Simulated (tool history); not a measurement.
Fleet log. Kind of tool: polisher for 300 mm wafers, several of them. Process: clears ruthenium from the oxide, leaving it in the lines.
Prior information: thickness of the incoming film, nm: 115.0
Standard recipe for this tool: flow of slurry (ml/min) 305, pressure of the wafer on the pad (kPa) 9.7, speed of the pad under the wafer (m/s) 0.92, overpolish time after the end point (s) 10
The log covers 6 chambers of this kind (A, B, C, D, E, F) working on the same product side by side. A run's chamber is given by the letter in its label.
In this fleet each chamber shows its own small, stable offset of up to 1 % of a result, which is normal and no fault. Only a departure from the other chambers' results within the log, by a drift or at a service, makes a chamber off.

run	hour	flow of slurry (ml/min)	pressure of the wafer on the pad (kPa)	speed of the pad under the wafer (m/s)	overpolish time after the end point (s)	wafers polished on this pad	hours since the slurry nozzle was cleaned	hours since the head pressure was calibrated	time until the end point was called (s)
1F	4.7	305	9.7	0.92	10	1103	291.4	314.4	133.3
2A	8.1	305	9.7	0.92	10	101	355.4	271.5	130.47
3B	13.2	305	9.7	0.92	10	504	287.8	71.2	131.72
# hour 15.8: chamber E: slurry nozzle cleaned
4C	17.8	305	9.7	0.92	10	635	169.6	54.8	133.65
5E	23.6	305	9.7	0.92	10	383	7.9	794	133.83
6D	27	305	9.7	0.92	10	627	115.4	1184.7	133.51
7E	32.9	305	9.7	0.92	10	427	17.2	803.3	131.25
8F	36.8	390	6.9	0.92	10	1254	323.5	346.5	178.83
# hour 37.1: chamber F: worn pad replaced by a new one
9D	40	390	6.9	0.92	10	688	128.4	1197.7	181.33
10A	45.8	390	6.9	0.92	10	278	393.1	309.2	183.27
11C	51.5	390	6.9	0.92	10	793	203.3	88.5	184.35
12B	56.2	390	6.9	0.92	10	706	330.8	114.2	181.69
13C	59.7	390	6.9	0.92	10	832	211.5	96.7	183.53
14F	64.8	305	9.7	0.92	10	130	351.5	374.5	134.53
15B	70.4	305	9.7	0.92	10	772	345	128.4	131.57
# hour 75.1: chamber C: slurry nozzle cleaned
16E	75.2	305	9.7	0.92	10	625	59.5	845.6	132.03
17A	80.1	305	9.7	0.92	10	439	427.4	343.5	130.04
18D	86.4	305	9.7	0.92	10	906	174.8	1244.1	133.91
19B	91.3	305	9.7	0.92	10	871	365.9	149.3	133.22
20E	95.2	305	9.7	0.92	10	720	79.5	865.6	132.83
# hour 98: chamber B: worn pad replaced by a new one
21C	98.8	305	9.7	0.92	10	1015	23.7	135.8	134.31
22A	102.6	305	9.7	0.92	10	545	449.9	366	131.98
23F	106	305	9.7	0.92	10	324	392.7	415.7	132.71
24D	110.5	305	9.7	0.92	10	1020	198.9	1268.2	136.36
25A	113.7	270	9.7	0.92	12	597	461	377.1	133.18
# hour 116.7: chamber D: worn pad replaced by a new one
26D	119.6	270	9.7	0.92	12	13	208	1277.3	134.03
27B	125.3	270	9.7	0.92	12	128	399.9	183.3	134.39
# hour 127.1: chamber F: slurry nozzle cleaned
28F	130.3	270	9.7	0.92	12	438	3.3	440	133.71
29E	133.7	270	9.7	0.92	12	900	118	904.1	136.46
30C	137.1	270	9.7	0.92	12	1196	62	174.1	136.92
31B	141	305	9.7	0.92	10	202	415.6	199	130.7
32D	145	305	9.7	0.92	10	133	233.4	1302.7	134.69
# hour 146.6: chamber F: head pressure recalibrated
33C	151.3	305	9.7	0.92	10	1262	76.2	188.3	132.79
34A	155.5	305	7.6	0.92	12	793	502.8	418.9	167.77
35E	161.5	305	7.6	0.92	12	1031	145.8	931.9	167.86
36F	164.4	305	7.6	0.92	12	598	37.4	17.9	170.53
37A	167.2	305	7.6	0.92	12	848	514.5	430.6	169.72
38F	170.3	305	7.6	0.92	12	626	43.3	23.8	166.89

Has any chamber moved away from the others, gradually or after a service, or does the common gauge drift, or do the chambers differ only by their own small steady offsets? State the chamber and the most likely cause if one applies.

No chamber is off and the gauge is stable; the differences are just each chamber's small, constant offset.

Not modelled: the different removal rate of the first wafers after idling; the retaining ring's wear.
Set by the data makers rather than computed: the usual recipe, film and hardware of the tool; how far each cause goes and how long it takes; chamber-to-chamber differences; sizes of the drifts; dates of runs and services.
